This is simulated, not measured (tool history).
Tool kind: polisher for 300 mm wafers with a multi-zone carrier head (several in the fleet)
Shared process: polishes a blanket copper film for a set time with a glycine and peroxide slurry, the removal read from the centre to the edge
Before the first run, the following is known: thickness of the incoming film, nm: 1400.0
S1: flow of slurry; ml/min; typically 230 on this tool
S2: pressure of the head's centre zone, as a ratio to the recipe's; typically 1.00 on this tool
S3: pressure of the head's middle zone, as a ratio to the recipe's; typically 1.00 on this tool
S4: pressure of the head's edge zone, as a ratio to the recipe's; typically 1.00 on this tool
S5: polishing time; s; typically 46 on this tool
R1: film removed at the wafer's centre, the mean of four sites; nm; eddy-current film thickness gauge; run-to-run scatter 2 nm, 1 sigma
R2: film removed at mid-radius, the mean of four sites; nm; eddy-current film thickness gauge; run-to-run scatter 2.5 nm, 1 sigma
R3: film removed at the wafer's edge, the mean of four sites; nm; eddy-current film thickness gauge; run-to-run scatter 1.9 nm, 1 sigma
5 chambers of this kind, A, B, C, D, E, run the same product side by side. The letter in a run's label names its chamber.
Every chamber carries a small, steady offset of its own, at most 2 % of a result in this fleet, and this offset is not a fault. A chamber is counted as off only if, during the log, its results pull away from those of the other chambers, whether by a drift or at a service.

run   hour   S1    S2    S3    S4  S5      R1      R2      R3
       0.6  -- chamber E: worn pad replaced by a new one
 1D    7.0  230  1.00  1.00  1.00  46  231.55  229.50  234.26
 2C   12.3  230  1.00  1.00  1.00  46  233.87  234.02  232.03
 3E   15.9  230  1.00  1.00  1.00  46  227.92  230.57  235.66
      16.2  -- chamber A: slurry nozzle cleaned
 4B   23.0  230  1.00  1.00  1.00  46  232.55  231.91  234.25
      23.2  -- chamber B: worn pad replaced by a new one
      27.4  -- chamber C: worn pad replaced by a new one
 5A   27.5  230  1.00  1.00  1.00  46  235.44  228.33  231.03
      28.9  -- chamber A: worn pad replaced by a new one
 6E   32.6  230  1.00  1.00  1.00  46  230.22  231.42  232.29
      35.0  -- chamber D: worn pad replaced by a new one
      35.2  -- chamber C: slurry nozzle cleaned
 7D   37.9  230  1.00  1.00  1.00  46  231.59  233.27  229.89
      38.6  -- chamber E: edge zone pressure recalibrated
 8C   41.8  230  1.00  1.00  1.00  46  233.15  239.18  231.28
 9B   48.8  230  1.00  1.00  1.00  46  230.55  233.62  233.16
10A   52.8  230  1.00  1.00  1.00  46  234.88  234.47  235.22
      53.0  -- chamber E: worn pad replaced by a new one
11A   58.7  205  1.00  1.00  1.08  46  232.54  226.41  238.59
      59.3  -- chamber A: centre zone pressure recalibrated
12C   62.9  205  1.00  1.00  1.08  46  226.96  227.24  237.88
13D   67.3  205  1.00  1.00  1.08  46  228.85  228.16  246.05
      72.2  -- chamber A: worn pad replaced by a new one
14E   74.5  205  1.00  1.00  1.08  46  224.19  227.14  243.13
      74.9  -- chamber C: worn pad replaced by a new one
      78.6  -- chamber B: worn pad replaced by a new one
15B   81.4  205  1.00  1.00  1.08  46  226.19  227.18  235.95
16B   86.2  230  1.00  1.00  1.00  46  231.66  230.68  231.83
      86.5  -- chamber D: slurry nozzle cleaned
      89.3  -- chamber D: worn pad replaced by a new one
17E   92.1  230  1.00  1.00  1.00  46  229.41  226.93  235.69
      94.2  -- chamber E: worn pad replaced by a new one
18D   99.1  230  1.00  1.07  0.89  46  229.67  249.64  219.81
19C  106.6  230  1.00  1.07  0.89  46  231.34  246.76  214.15
20A  112.9  230  1.00  1.07  0.89  46  235.89  244.37  218.36
     116.8  -- chamber A: worn pad replaced by a new one
     120.1  -- chamber C: centre zone pressure recalibrated
21D  120.2  230  1.00  1.07  0.89  46  230.20  243.35  220.41
     124.1  -- chamber C: worn pad replaced by a new one
22B  126.6  230  1.00  1.07  0.89  46  228.95  244.50  217.01
23E  133.3  230  1.00  1.00  1.00  46  229.72  230.22  234.64
     136.8  -- chamber E: worn pad replaced by a new one
     136.9  -- chamber D: worn pad replaced by a new one
24A  138.6  230  1.00  1.00  1.00  46  235.57  228.06  237.24
     139.2  -- chamber B: worn pad replaced by a new one
25C  145.4  230  1.00  1.00  1.00  46  261.57  236.07  228.86
26A  152.5  300  1.00  1.00  1.00  46  242.23  239.28  235.13
27C  159.2  300  1.00  1.00  1.00  46  265.22  240.27  235.38
     160.9  -- chamber A: worn pad replaced by a new one
28D  164.3  300  1.00  1.00  1.00  46  237.96  241.19  240.44
     164.7  -- chamber C: worn pad replaced by a new one
29B  168.1  300  1.00  1.00  1.00  46  238.11  238.32  239.76
     170.7  -- chamber A: edge zone pressure recalibrated
30E  171.6  300  1.00  1.00  1.00  46  233.42  238.10  239.50
31C  177.9  230  1.00  1.00  1.00  46  257.38  233.81  230.32
     178.3  -- chamber E: worn pad replaced by a new one
     183.0  -- chamber D: worn pad replaced by a new one
32D  185.9  230  1.00  1.00  1.00  46  230.53  234.49  234.68
     189.6  -- chamber B: worn pad replaced by a new one
33A  193.5  230  1.00  1.00  1.00  46  229.38  229.36  233.19
34E  200.3  230  1.00  1.00  1.00  38  190.41  194.05  193.51
35B  204.2  230  1.00  1.00  1.00  38  190.11  192.54  192.29
36E  208.0  230  1.00  1.00  1.00  38  187.95  191.67  193.81
     211.1  -- chamber C: worn pad replaced by a new one
     211.5  -- chamber A: worn pad replaced by a new one
37B  211.9  230  1.00  1.00  1.00  38  191.06  191.01  192.22
38D  215.7  230  1.00  1.00  1.00  38  191.38  195.15  194.67
     219.9  -- chamber E: worn pad replaced by a new one
39C  220.7  185  1.00  1.00  1.00  32  173.18  158.00  157.05
40A  225.0  185  1.00  1.00  1.00  32  158.60  156.94  158.58
41C  229.6  185  1.00  1.00  1.00  32  175.67  159.89  153.57
42E  236.6  185  1.00  1.00  1.00  32  154.43  158.52  158.82

Is one chamber out of step, is the gauge drifting, or do the chambers differ by no more than their own small offsets? For an off chamber, give its letter and the likeliest cause.

A service left chamber C off against the others.
Cause: centre zone's pressure above its setpoint, % = 10.7.

Here are 4 candidates for chamber C's next run, each the usual settings with a change, their results left as question marks. Which one brings its results back in line with what the others give on the usual settings?
In line here means within this much of the mean the other chambers give on the usual settings: R1 6.80 nm; R2 8.60 nm; R3 6.60 nm
43C-1  242.3  235  1.05  1.00  0.97  46   ?   ?   ?
43C-2  242.3  220  0.90  1.00  1.05  46   ?   ?   ?
43C-3  242.3  225  0.95  1.00  1.03  46   ?   ?   ?
43C-4  242.3  240  1.10  1.00  0.95  46   ?   ?   ?

Other chambers, usual settings, mean: R1 231.40 nm; R2 231.97 nm; R3 234.12 nm
  run      R1      R2      R3
43C-1  273.48  235.04  225.69
43C-2  229.25  233.31  234.02
43C-3  243.94  233.91  232.09
43C-4  288.33  235.57  223.66
43C-2 puts the chamber back in line with the other chambers.

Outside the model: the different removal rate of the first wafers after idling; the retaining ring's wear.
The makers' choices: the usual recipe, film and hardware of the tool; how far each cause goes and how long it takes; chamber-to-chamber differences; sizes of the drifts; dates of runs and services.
